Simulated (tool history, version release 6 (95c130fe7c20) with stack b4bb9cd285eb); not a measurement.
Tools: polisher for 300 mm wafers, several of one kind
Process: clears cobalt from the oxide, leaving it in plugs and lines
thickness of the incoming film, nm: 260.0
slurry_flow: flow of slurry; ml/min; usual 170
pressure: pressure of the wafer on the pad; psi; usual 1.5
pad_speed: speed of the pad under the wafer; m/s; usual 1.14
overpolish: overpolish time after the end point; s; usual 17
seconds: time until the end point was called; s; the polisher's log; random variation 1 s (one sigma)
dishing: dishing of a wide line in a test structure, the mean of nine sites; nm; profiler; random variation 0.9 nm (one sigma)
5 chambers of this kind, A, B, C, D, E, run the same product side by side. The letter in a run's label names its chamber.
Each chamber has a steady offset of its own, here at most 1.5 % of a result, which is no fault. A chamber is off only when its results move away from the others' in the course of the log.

run	hour	slurry_flow	pressure	pad_speed	overpolish	seconds	dishing
1C	7.3	170	1.5	1.14	17	54.468	48.208
2A	13.6	170	1.5	1.14	17	53.025	45.744
# hour 21.1: chamber D: worn pad replaced by a new one
3B	22.6	170	1.5	1.14	17	52.175	44.807
# hour 29.0: chamber B: slurry nozzle cleaned
# hour 29.2: chamber C: worn pad replaced by a new one
4E	30.3	170	1.5	1.14	17	53.075	45.647
# hour 35.2: chamber E: worn pad replaced by a new one
5D	36.3	170	1.5	1.14	17	53.617	43.989
6B	44.0	170	1.5	1.14	17	51.826	46.460
# hour 52.3: chamber A: worn pad replaced by a new one
7C	54.9	170	1.5	1.14	17	52.967	46.453
8E	65.8	170	1.5	1.14	17	54.365	46.067
# hour 68.8: chamber D: slurry nozzle cleaned
9D	71.8	170	1.2	1.14	17	66.046	41.549
10A	80.5	170	1.2	1.14	17	68.360	41.694
# hour 85.2: chamber C: slurry nozzle cleaned
# hour 88.7: chamber C: worn pad replaced by a new one
11C	90.0	170	1.2	1.14	17	66.492	40.189
12A	96.4	170	1.2	1.14	17	65.380	40.812
# hour 104.4: chamber D: worn pad replaced by a new one
13E	105.0	170	1.2	1.14	17	66.809	40.284
# hour 107.7: chamber E: worn pad replaced by a new one
14B	111.9	170	1.5	1.46	17	43.239	52.436
15D	118.9	170	1.5	1.46	17	42.840	52.762
16D	128.3	170	1.5	1.46	17	41.257	53.732
17C	134.8	170	1.5	1.46	17	42.055	51.628
# hour 139.7: chamber B: worn pad replaced by a new one
18A	139.9	170	1.5	1.46	17	42.616	50.656
# hour 145.9: chamber A: slurry nozzle cleaned
19B	146.1	170	1.5	1.14	17	53.725	46.094
# hour 153.3: chamber C: head pressure recalibrated
20E	154.7	170	1.5	1.14	17	54.042	46.133
# hour 161.5: chamber A: worn pad replaced by a new one
21C	162.7	170	1.5	1.14	17	54.487	48.513
# hour 164.3: chamber C: worn pad replaced by a new one
22D	167.9	170	1.5	1.14	20	52.073	51.003
23A	173.6	170	1.5	1.14	20	54.468	49.729
24E	180.4	170	1.5	1.14	20	54.107	49.303
# hour 182.1: chamber E: worn pad replaced by a new one
25B	186.4	170	1.5	1.14	20	54.128	49.518
# hour 194.7: chamber D: worn pad replaced by a new one
26E	196.5	170	1.5	1.14	20	55.313	50.867
27A	202.1	170	1.5	1.14	17	53.752	46.924
28C	208.3	170	1.5	1.14	17	51.676	46.988
29B	218.6	170	1.5	1.14	17	53.963	45.476
30D	223.7	170	1.5	1.14	17	52.895	46.261
# hour 230.2: chamber C: worn pad replaced by a new one
31B	233.0	170	1.5	1.14	17	54.081	44.842
32E	241.4	170	1.5	1.14	17	55.131	46.531
# hour 243.3: chamber E: slurry nozzle cleaned
33C	248.8	170	1.5	1.14	17	52.913	46.804
# hour 253.7: chamber E: worn pad replaced by a new one
34D	255.2	170	1.5	1.14	17	53.108	46.950
35A	260.3	170	1.5	1.14	17	52.643	44.915
# hour 265.8: chamber A: worn pad replaced by a new one
# hour 266.4: chamber D: slurry nozzle cleaned
36A	268.8	170	1.5	1.14	17	52.345	46.976
# hour 273.1: chamber E: head pressure recalibrated
37E	275.8	170	1.5	1.14	17	54.975	46.159
38D	280.8	170	1.2	0.86	17	87.051	34.185

All 5 chambers run these settings next. Forecast each chamber's results:
39A	289.1	170	1.5	1.38	17	?	?
39B	289.1	170	1.5	1.38	17	?	?
39C	289.1	170	1.5	1.38	17	?	?
39D	289.1	170	1.5	1.38	17	?	?
39E	289.1	170	1.5	1.38	17	?	?

run	seconds	dishing
39A	42.464	50.255
39B	43.769	50.807
39C	46.523	51.308
39D	45.141	47.399
39E	44.599	49.538

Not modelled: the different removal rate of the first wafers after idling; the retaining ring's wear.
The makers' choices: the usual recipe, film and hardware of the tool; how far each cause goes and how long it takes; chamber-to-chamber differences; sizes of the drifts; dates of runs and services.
